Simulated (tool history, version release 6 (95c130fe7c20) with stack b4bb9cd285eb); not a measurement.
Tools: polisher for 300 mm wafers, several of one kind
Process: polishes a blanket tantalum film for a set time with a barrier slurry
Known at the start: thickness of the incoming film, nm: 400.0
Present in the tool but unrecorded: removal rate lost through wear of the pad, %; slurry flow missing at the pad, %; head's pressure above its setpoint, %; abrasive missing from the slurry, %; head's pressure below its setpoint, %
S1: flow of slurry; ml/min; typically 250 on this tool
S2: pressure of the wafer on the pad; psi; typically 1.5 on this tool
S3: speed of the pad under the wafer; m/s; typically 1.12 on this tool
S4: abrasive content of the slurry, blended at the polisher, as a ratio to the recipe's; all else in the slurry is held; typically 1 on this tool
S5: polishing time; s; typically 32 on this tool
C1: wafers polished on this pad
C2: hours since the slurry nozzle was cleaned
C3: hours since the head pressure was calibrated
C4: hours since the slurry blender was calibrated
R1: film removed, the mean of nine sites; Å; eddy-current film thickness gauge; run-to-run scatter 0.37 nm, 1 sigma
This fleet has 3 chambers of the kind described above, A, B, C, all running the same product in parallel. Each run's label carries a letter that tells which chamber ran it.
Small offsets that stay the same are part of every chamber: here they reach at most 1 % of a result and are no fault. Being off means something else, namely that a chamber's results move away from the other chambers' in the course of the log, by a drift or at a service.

run,hour,S1,S2,S3,S4,S5,C1,C2,C3,C4,R1
1A,4.1,250,1.5,1.12,1,32,261,675.4,64.9,251.8,435.67
2C,7.3,250,1.5,1.12,1,32,873,110.9,89.7,103.0,453.24
3B,11.2,250,1.5,1.12,1,32,491,260.2,903.9,162.9,445.61
4C,14.1,250,1.5,1.12,1,32,933,117.7,96.5,109.8,439.92
5B,17.9,250,1.5,1.12,1,32,549,266.9,910.6,169.6,443.42
6A,20.4,250,1.5,1.12,1,32,403,691.7,81.2,268.1,444.62
7A,24.2,250,1.5,1.12,1,32,436,695.5,85.0,271.9,441.49
8C,28.2,250,1.5,1.12,1,32,1055,131.8,110.6,123.9,440.91
# hour 29.6: chamber B: slurry nozzle cleaned
# hour 32.0: chamber B: worn pad replaced by a new one
9B,32.2,250,1.5,1.12,1,32,2,2.6,924.9,183.9,446.91
10A,36.8,250,1.5,1.12,1,32,546,708.1,97.6,284.5,437.39
11B,40.8,250,1.5,1.12,1,32,77,11.2,933.5,192.5,449.21
12C,42.9,250,1.5,1.12,1,32,1183,146.5,125.3,138.6,448.95
13A,46.3,250,1.5,1.12,1,32,629,717.6,107.1,294.0,446.33
14B,48.6,250,1.5,1.12,1,32,145,19.0,941.3,200.3,437.12
15C,52.1,250,1.5,1.12,1,32,1263,155.7,134.5,147.8,450.71
16A,55.1,325,1.9,1.12,1,32,705,726.4,115.9,302.8,573.38
17C,58.7,325,1.9,1.12,1,32,1321,162.3,141.1,154.4,577.19
18B,61.8,325,1.9,1.12,1,32,260,32.2,954.5,213.5,575.24
# hour 62.2: chamber C: worn pad replaced by a new one
19C,65.9,250,1.5,1.12,1,32,32,169.5,148.3,161.6,445.95
20B,69.0,250,1.5,1.12,1,32,322,39.4,961.7,220.7,446.32
21A,73.6,250,1.5,1.12,1,32,867,744.9,134.4,321.3,445.20
22C,78.0,250,1.5,1.12,1,32,137,181.6,160.4,173.7,448.55
23B,80.6,250,1.5,1.12,1,32,423,51.0,973.3,232.3,443.77
24A,85.3,250,1.5,1.12,1,32,968,756.6,146.1,333.0,443.12
25C,87.9,250,1.5,1.12,1,32,224,191.5,170.3,183.6,448.83
26B,92.1,250,1.5,1.12,1,32,524,62.5,984.8,243.8,442.02
27A,94.4,250,1.5,1.26,1,27,1048,765.7,155.2,342.1,420.36
28C,97.6,250,1.5,1.26,1,27,308,201.2,180.0,193.3,427.45
29A,100.6,250,1.5,1.26,1,27,1102,771.9,161.4,348.3,423.57
30B,103.4,250,1.5,1.12,1,32,622,73.8,996.1,255.1,450.99
31B,107.0,250,1.5,1.12,1,32,653,77.4,999.7,258.7,441.83
32A,109.7,250,1.5,1.12,1,32,1181,781.0,170.5,357.4,447.03
33C,112.4,250,1.5,1.12,1,32,437,216.0,194.8,208.1,447.51
# hour 112.6: chamber A: slurry nozzle cleaned
34C,116.9,250,1.5,1.12,1,32,476,220.5,199.3,212.6,448.94
35A,119.0,250,1.5,1.12,1,32,1262,6.4,179.8,366.7,448.62
# hour 120.6: chamber C: slurry blender recalibrated
36B,122.3,250,1.5,1.12,1,32,787,92.7,1015.0,274.0,443.84
# hour 123.8: chamber B: slurry blender recalibrated
37C,125.0,250,1.5,1.12,1,32,547,228.6,207.4,4.4,448.59
# hour 125.9: chamber B: worn pad replaced by a new one
38A,129.2,250,1.5,1.12,1,32,1351,16.6,190.0,376.9,435.84
# hour 132.7: chamber B: head pressure recalibrated
39B,133.2,250,1.5,1.12,1,32,63,103.6,0.5,9.5,452.47
40A,137.0,250,1.5,1.12,1,32,1419,24.4,197.8,384.7,438.49
41B,140.9,250,1.5,1.12,1,32,130,111.3,8.2,17.2,443.35
42C,145.1,250,1.5,1.12,1,32,722,248.7,227.5,24.5,441.28

For the next run the whole fleet of 3 chambers uses the same settings. Give each chamber's results:
43A,148.5,330,1.5,1.12,1,32,,,,,?
43B,148.5,330,1.5,1.12,1,32,,,,,?
43C,148.5,330,1.5,1.12,1,32,,,,,?

run,R1
43A,462.32
43B,451.58
43C,453.08

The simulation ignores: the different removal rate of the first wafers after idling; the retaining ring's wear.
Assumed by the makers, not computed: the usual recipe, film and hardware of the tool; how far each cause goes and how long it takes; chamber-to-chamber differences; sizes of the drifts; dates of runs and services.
